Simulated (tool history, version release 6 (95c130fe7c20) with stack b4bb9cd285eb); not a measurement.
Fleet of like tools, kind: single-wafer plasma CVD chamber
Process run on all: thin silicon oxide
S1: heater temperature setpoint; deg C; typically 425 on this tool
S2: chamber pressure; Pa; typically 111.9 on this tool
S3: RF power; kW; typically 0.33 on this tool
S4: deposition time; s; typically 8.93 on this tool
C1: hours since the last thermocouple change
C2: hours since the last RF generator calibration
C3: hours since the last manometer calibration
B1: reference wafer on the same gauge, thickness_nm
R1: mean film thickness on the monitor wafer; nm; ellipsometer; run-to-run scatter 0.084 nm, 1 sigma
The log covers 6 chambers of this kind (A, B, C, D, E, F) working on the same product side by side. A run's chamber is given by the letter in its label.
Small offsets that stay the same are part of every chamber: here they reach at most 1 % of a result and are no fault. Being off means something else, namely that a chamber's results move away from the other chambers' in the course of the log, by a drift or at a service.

run,hour,S1,S2,S3,S4,C1,C2,C3,B1,R1
1B,5.7,425,111.9,0.33,8.93,71.8,2307,254.5,19.714,17.351
2F,12.6,425,111.9,0.33,8.93,2084.9,545,55.6,19.714,17.509
3D,22.1,425,111.9,0.33,8.93,443.1,765.1,1649.6,19.711,17.447
4C,27.7,425,111.9,0.33,8.93,993.3,1471.5,1848.2,19.697,17.581
5A,36,425,111.9,0.33,8.93,754.6,920.1,2332.9,19.673,17.65
6E,40.7,425,111.9,0.33,8.93,1065.9,69.9,1206.9,19.715,17.554
7F,48.5,425,111.9,0.33,8.93,2120.8,580.9,91.5,19.692,17.374
8A,53.4,425,111.9,0.33,8.93,772,937.5,2350.3,19.715,17.593
9B,62.2,425,134.1,0.33,8.93,128.3,2363.5,311,19.665,20.007
10E,67.5,425,134.1,0.33,8.93,1092.7,96.7,1233.7,19.711,20.451
11C,73.1,425,134.1,0.33,8.93,1038.7,1516.9,1893.6,19.696,20.423
12D,77.6,425,134.1,0.33,8.93,498.6,820.6,1705.1,19.685,20.291
13D,86.9,425,134.1,0.33,8.93,507.9,829.9,1714.4,19.693,20.243
14A,92.3,425,134.1,0.33,8.93,810.9,976.4,2389.2,19.701,20.494
# hour 92.7: chamber B: RF generator calibrated
15C,98.7,425,111.9,0.33,8.93,1064.3,1542.5,1919.2,19.688,17.501
16F,108.9,425,126.4,0.33,8.08,2181.2,641.3,151.9,19.687,17.453
17E,118.4,425,126.4,0.33,8.08,1143.6,147.6,1284.6,19.692,17.683
18B,125.5,425,126.4,0.33,8.08,191.6,32.9,374.3,19.689,17.536
19E,131.7,425,126.4,0.33,8.08,1156.9,160.9,1297.9,19.708,17.59
20A,138.9,425,126.4,0.33,8.08,857.5,1023,2435.8,19.717,17.7
21F,143.8,425,126.4,0.33,8.08,2216.1,676.2,186.8,19.706,17.558
22C,153.2,425,111.9,0.33,8.93,1118.8,1597,1973.7,19.716,17.54
23B,162.4,432,96.9,0.33,8.93,228.5,69.8,411.2,19.698,15.234
# hour 165.9: chamber A: capacitance manometer re-zeroed and calibrated
24D,169.8,432,96.9,0.33,8.93,590.8,912.8,1797.3,19.685,15.081
25D,177.9,432,96.9,0.33,8.93,598.9,920.9,1805.4,19.695,15.171
26B,188.3,432,96.9,0.33,8.93,254.4,95.7,437.1,19.725,15.085
27A,196,432,96.9,0.33,8.93,914.6,1080.1,30.2,19.696,15.974
# hour 204.6: chamber D: capacitance manometer re-zeroed and calibrated
28E,205.7,432,96.9,0.33,8.93,1230.9,234.9,1371.9,19.677,15.16
29C,213.1,425,111.9,0.33,8.93,1178.7,1656.9,2033.6,19.68,17.502
30F,219.9,425,111.9,0.33,8.93,2292.2,752.3,262.9,19.693,17.443
31D,230.1,425,111.9,0.33,8.93,651.1,973.1,25.6,19.708,17.443
32B,236.4,425,111.9,0.33,8.93,302.5,143.8,485.2,19.701,17.387
33F,244.2,425,111.9,0.33,8.93,2316.5,776.6,287.2,19.687,17.301
34E,252.7,425,111.9,0.33,8.93,1277.9,281.9,1418.9,19.703,17.518
35C,261.9,425,111.9,0.33,8.93,1227.5,1705.7,2082.4,19.68,17.522
36A,272.4,425,91.6,0.33,9.92,991,1156.5,106.6,19.694,16.812
37E,282.1,425,91.6,0.33,9.92,1307.3,311.3,1448.3,19.715,15.91
38C,290.7,425,91.6,0.33,9.92,1256.3,1734.5,2111.2,19.689,16.097
39F,299.9,425,91.6,0.33,9.92,2372.2,832.3,342.9,19.679,15.798

Decide between three cases: one chamber stands off from its peers, the gauge reading all wafers drifts, or nothing is wrong past each chamber's small offset. Where a chamber is off, say which and what most likely put it there.

A service left chamber A off against the others.
Most likely cause: true pressure above the setpoint (%) = 4.81.

Here are 4 candidates for chamber A's next run, each the usual settings with a change, their results left as question marks. Which one brings its results back in line with what the others give on the usual settings?
In line here means within this much of the mean the other chambers give on the usual settings: R1 0.29 nm
40A-1,307.5,424,111.9,0.37,8.93,,,,,?
40A-2,307.5,426,111.9,0.29,8.93,,,,,?
40A-3,307.5,425,111.9,0.33,8.81,,,,,?
40A-4,307.5,425,113.6,0.33,8.93,,,,,?

Usual-settings mean across the other chambers: R1 17.466 nm
run,R1
40A-1,19.157
40A-2,17.426
40A-3,18.095
40A-4,18.581
40A-2 is the one that brings the chamber's results back in line with the other chambers.
